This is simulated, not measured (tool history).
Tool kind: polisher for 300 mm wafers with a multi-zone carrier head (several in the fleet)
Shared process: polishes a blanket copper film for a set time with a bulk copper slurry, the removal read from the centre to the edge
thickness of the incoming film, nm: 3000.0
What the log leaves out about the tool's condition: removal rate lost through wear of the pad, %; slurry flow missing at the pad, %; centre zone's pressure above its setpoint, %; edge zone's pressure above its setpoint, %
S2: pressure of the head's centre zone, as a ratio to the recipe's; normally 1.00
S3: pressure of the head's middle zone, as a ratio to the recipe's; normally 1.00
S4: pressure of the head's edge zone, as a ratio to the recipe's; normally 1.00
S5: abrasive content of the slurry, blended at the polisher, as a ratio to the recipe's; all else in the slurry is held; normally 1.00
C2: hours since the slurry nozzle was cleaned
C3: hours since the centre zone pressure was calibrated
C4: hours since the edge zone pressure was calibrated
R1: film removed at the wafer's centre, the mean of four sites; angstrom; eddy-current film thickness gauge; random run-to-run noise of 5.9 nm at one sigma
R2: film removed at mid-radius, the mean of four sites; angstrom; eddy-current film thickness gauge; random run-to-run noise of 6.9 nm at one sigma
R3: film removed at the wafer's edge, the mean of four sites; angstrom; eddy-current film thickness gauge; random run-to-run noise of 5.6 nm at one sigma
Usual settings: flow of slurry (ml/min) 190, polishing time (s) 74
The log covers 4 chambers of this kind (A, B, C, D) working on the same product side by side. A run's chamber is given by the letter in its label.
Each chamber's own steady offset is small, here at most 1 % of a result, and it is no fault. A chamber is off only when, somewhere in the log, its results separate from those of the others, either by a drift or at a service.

-- hour=1.2 chamber B: worn pad replaced by a new one
run 1D hour=11.0 | flow_of_slurry_(ml/min)=190 S2=1.00 S3=1.00 S4=1.00 S5=1.00 polishing_time_(s)=74 | wafers_polished_on_this_pad=659 C2=13.4 C3=569.1 C4=361.1 | R1=4839.2 R2=4870.2 R3=4757.7
-- hour=19.6 chamber D: centre zone pressure recalibrated
-- hour=21.8 chamber C: slurry nozzle cleaned
run 2C hour=23.3 | flow_of_slurry_(ml/min)=190 S2=1.00 S3=1.00 S4=1.00 S5=1.00 polishing_time_(s)=74 | wafers_polished_on_this_pad=930 C2=1.5 C3=394.7 C4=687.3 | R1=4813.7 R2=4803.5 R3=4796.4
run 3B hour=37.2 | flow_of_slurry_(ml/min)=190 S2=1.00 S3=1.00 S4=1.00 S5=1.00 polishing_time_(s)=74 | wafers_polished_on_this_pad=307 C2=192.9 C3=149.0 C4=126.6 | R1=4785.0 R2=4854.1 R3=4860.6
run 4A hour=46.3 | flow_of_slurry_(ml/min)=190 S2=1.00 S3=1.00 S4=1.00 S5=1.00 polishing_time_(s)=74 | wafers_polished_on_this_pad=822 C2=406.4 C3=77.6 C4=1075.2 | R1=4753.5 R2=4692.6 R3=4770.6
run 5B hour=53.2 | flow_of_slurry_(ml/min)=190 S2=1.00 S3=1.00 S4=1.00 S5=1.00 polishing_time_(s)=74 | wafers_polished_on_this_pad=443 C2=208.9 C3=165.0 C4=142.6 | R1=4783.1 R2=4930.2 R3=4930.6
run 6A hour=64.1 | flow_of_slurry_(ml/min)=190 S2=1.00 S3=1.00 S4=1.00 S5=1.00 polishing_time_(s)=74 | wafers_polished_on_this_pad=973 C2=424.2 C3=95.4 C4=1093.0 | R1=4695.9 R2=4699.7 R3=4742.1
run 7D hour=71.8 | flow_of_slurry_(ml/min)=190 S2=1.00 S3=1.00 S4=1.00 S5=1.00 polishing_time_(s)=74 | wafers_polished_on_this_pad=1177 C2=74.2 C3=52.2 C4=421.9 | R1=4757.3 R2=4874.4 R3=4806.1
-- hour=72.2 chamber A: worn pad replaced by a new one
run 8C hour=78.7 | flow_of_slurry_(ml/min)=190 S2=1.00 S3=1.00 S4=1.00 S5=1.00 polishing_time_(s)=74 | wafers_polished_on_this_pad=1402 C2=56.9 C3=450.1 C4=742.7 | R1=4804.2 R2=4766.3 R3=4861.4
-- hour=86.4 chamber D: worn pad replaced by a new one
run 9B hour=88.0 | flow_of_slurry_(ml/min)=190 S2=1.00 S3=1.00 S4=1.00 S5=1.00 polishing_time_(s)=74 | wafers_polished_on_this_pad=740 C2=243.7 C3=199.8 C4=177.4 | R1=4833.2 R2=4796.8 R3=4801.5
-- hour=96.1 chamber B: worn pad replaced by a new one
run 10D hour=100.0 | flow_of_slurry_(ml/min)=190 S2=1.00 S3=1.00 S4=1.00 S5=1.00 polishing_time_(s)=74 | wafers_polished_on_this_pad=116 C2=102.4 C3=80.4 C4=450.1 | R1=4848.2 R2=4832.5 R3=4865.1
run 11C hour=112.7 | flow_of_slurry_(ml/min)=190 S2=1.00 S3=1.00 S4=1.00 S5=1.00 polishing_time_(s)=74 | wafers_polished_on_this_pad=1692 C2=90.9 C3=484.1 C4=776.7 | R1=4782.5 R2=4644.9 R3=4790.2
run 12A hour=123.5 | flow_of_slurry_(ml/min)=190 S2=1.00 S3=1.00 S4=1.00 S5=1.00 polishing_time_(s)=74 | wafers_polished_on_this_pad=437 C2=483.6 C3=154.8 C4=1152.4 | R1=4763.1 R2=4739.0 R3=4752.3
run 13D hour=131.6 | flow_of_slurry_(ml/min)=190 S2=1.00 S3=1.00 S4=1.00 S5=1.00 polishing_time_(s)=74 | wafers_polished_on_this_pad=385 C2=134.0 C3=112.0 C4=481.7 | R1=4800.1 R2=4786.1 R3=4705.6
run 14A hour=140.2 | flow_of_slurry_(ml/min)=190 S2=1.00 S3=1.00 S4=1.00 S5=1.00 polishing_time_(s)=74 | wafers_polished_on_this_pad=580 C2=500.3 C3=171.5 C4=1169.1 | R1=4751.3 R2=4854.7 R3=4853.1
run 15C hour=152.4 | flow_of_slurry_(ml/min)=190 S2=1.00 S3=1.00 S4=1.00 S5=1.00 polishing_time_(s)=74 | wafers_polished_on_this_pad=2031 C2=130.6 C3=523.8 C4=816.4 | R1=4741.2 R2=4495.7 R3=4719.1
run 16B hour=161.4 | flow_of_slurry_(ml/min)=190 S2=1.00 S3=1.00 S4=1.00 S5=1.00 polishing_time_(s)=74 | wafers_polished_on_this_pad=557 C2=317.1 C3=273.2 C4=250.8 | R1=4807.1 R2=4831.8 R3=4704.6
run 17A hour=171.8 | flow_of_slurry_(ml/min)=190 S2=1.00 S3=1.00 S4=1.00 S5=1.00 polishing_time_(s)=74 | wafers_polished_on_this_pad=849 C2=531.9 C3=203.1 C4=1200.7 | R1=4797.3 R2=4782.2 R3=4770.7
-- hour=174.6 chamber B: worn pad replaced by a new one
run 18B hour=181.8 | flow_of_slurry_(ml/min)=190 S2=1.00 S3=1.00 S4=1.00 S5=1.00 polishing_time_(s)=74 | wafers_polished_on_this_pad=61 C2=337.5 C3=293.6 C4=271.2 | R1=4758.6 R2=4898.8 R3=4834.2
-- hour=183.8 chamber B: slurry nozzle cleaned
run 19D hour=194.1 | flow_of_slurry_(ml/min)=190 S2=0.93 S3=1.07 S4=1.00 S5=1.00 polishing_time_(s)=74 | wafers_polished_on_this_pad=918 C2=196.5 C3=174.5 C4=544.2 | R1=4370.6 R2=5331.4 R3=4871.2
-- hour=199.4 chamber A: worn pad replaced by a new one
run 20C hour=201.0 | flow_of_slurry_(ml/min)=190 S2=0.93 S3=1.07 S4=1.00 S5=1.00 polishing_time_(s)=74 | wafers_polished_on_this_pad=2445 C2=179.2 C3=572.4 C4=865.0 | R1=4250.3 R2=4709.1 R3=4546.9
run 21B hour=214.5 | flow_of_slurry_(ml/min)=190 S2=0.93 S3=1.07 S4=1.00 S5=1.00 polishing_time_(s)=74 | wafers_polished_on_this_pad=340 C2=30.7 C3=326.3 C4=303.9 | R1=4312.2 R2=5183.5 R3=4846.2
-- hour=221.9 chamber A: edge zone pressure recalibrated
run 22D hour=224.4 | flow_of_slurry_(ml/min)=190 S2=0.93 S3=1.07 S4=1.00 S5=1.00 polishing_time_(s)=74 | wafers_polished_on_this_pad=1177 C2=226.8 C3=204.8 C4=574.5 | R1=4435.1 R2=5148.9 R3=4756.5
run 23C hour=236.0 | flow_of_slurry_(ml/min)=190 S2=1.00 S3=1.00 S4=1.00 S5=1.00 polishing_time_(s)=74 | wafers_polished_on_this_pad=2744 C2=214.2 C3=607.4 C4=900.0 | R1=4341.9 R2=4367.8 R3=4442.2
-- hour=249.2 chamber D: worn pad replaced by a new one
run 24A hour=250.6 | flow_of_slurry_(ml/min)=190 S2=1.00 S3=1.00 S4=1.00 S5=1.00 polishing_time_(s)=74 | wafers_polished_on_this_pad=437 C2=610.7 C3=281.9 C4=28.7 | R1=4647.8 R2=4790.8 R3=4701.1
-- hour=252.3 chamber B: worn pad replaced by a new one
run 25A hour=265.0 | flow_of_slurry_(ml/min)=190 S2=1.00 S3=1.00 S4=1.00 S5=1.00 polishing_time_(s)=74 | wafers_polished_on_this_pad=559 C2=625.1 C3=296.3 C4=43.1 | R1=4783.1 R2=4888.8 R3=4835.9
run 26B hour=274.3 | flow_of_slurry_(ml/min)=190 S2=1.00 S3=1.00 S4=1.00 S5=1.00 polishing_time_(s)=74 | wafers_polished_on_this_pad=187 C2=90.5 C3=386.1 C4=363.7 | R1=4694.3 R2=4940.2 R3=4771.8
run 27C hour=287.6 | flow_of_slurry_(ml/min)=190 S2=1.00 S3=1.00 S4=1.00 S5=1.00 polishing_time_(s)=74 | wafers_polished_on_this_pad=3184 C2=265.8 C3=659.0 C4=951.6 | R1=4210.5 R2=4313.0 R3=4390.5
run 28D hour=299.6 | flow_of_slurry_(ml/min)=190 S2=1.00 S3=1.00 S4=1.07 S5=1.15 polishing_time_(s)=74 | wafers_polished_on_this_pad=430 C2=302.0 C3=280.0 C4=649.7 | R1=4887.1 R2=5124.1 R3=5061.6
run 29D hour=310.4 | flow_of_slurry_(ml/min)=190 S2=1.00 S3=1.00 S4=1.07 S5=1.15 polishing_time_(s)=74 | wafers_polished_on_this_pad=522 C2=312.8 C3=290.8 C4=660.5 | R1=5065.9 R2=5081.7 R3=5161.6

Is one chamber off against the others, does the gauge drift, or is nothing wrong? If a chamber is off, say which, and what the likeliest cause is.

It is chamber C that slowly wanders off from its peers.
Likeliest cause: removal rate lost through wear of the pad, % = 12.

Which of the 4 candidates below, each the usual settings with something changed and its results left as question marks, puts chamber C back in line with what the other chambers give on the usual settings?
Allowed miss from the other chambers' usual-settings mean, per result, to count as in line: R1 210.0 angstrom; R2 240.0 angstrom; R3 200.0 angstrom
run 30C-1 hour=320.9 | flow_of_slurry_(ml/min)=190 S2=1.00 S3=1.01 S4=1.00 S5=1.00 polishing_time_(s)=77 | R1=? R2=? R3=?
run 30C-2 hour=320.9 | flow_of_slurry_(ml/min)=190 S2=1.00 S3=0.99 S4=1.00 S5=1.00 polishing_time_(s)=71 | R1=? R2=? R3=?
run 30C-3 hour=320.9 | flow_of_slurry_(ml/min)=185 S2=1.00 S3=0.98 S4=1.01 S5=1.00 polishing_time_(s)=66 | R1=? R2=? R3=?
run 30C-4 hour=320.9 | flow_of_slurry_(ml/min)=195 S2=1.00 S3=1.02 S4=0.99 S5=1.00 polishing_time_(s)=82 | R1=? R2=? R3=?

Average result of the remaining chambers running the usual settings: R1 4790.5 angstrom; R2 4819.6 angstrom; R3 4784.4 angstrom
run=30C-1 R1=4418.2 R2=4432.1 R3=4449.1
run=30C-2 R1=4073.3 R2=4012.1 R3=4103.6
run=30C-3 R1=3768.3 R2=3679.1 R3=3823.0
run=30C-4 R1=4726.7 R2=4782.3 R3=4726.7
With 30C-4, the chamber falls back in line with the rest.
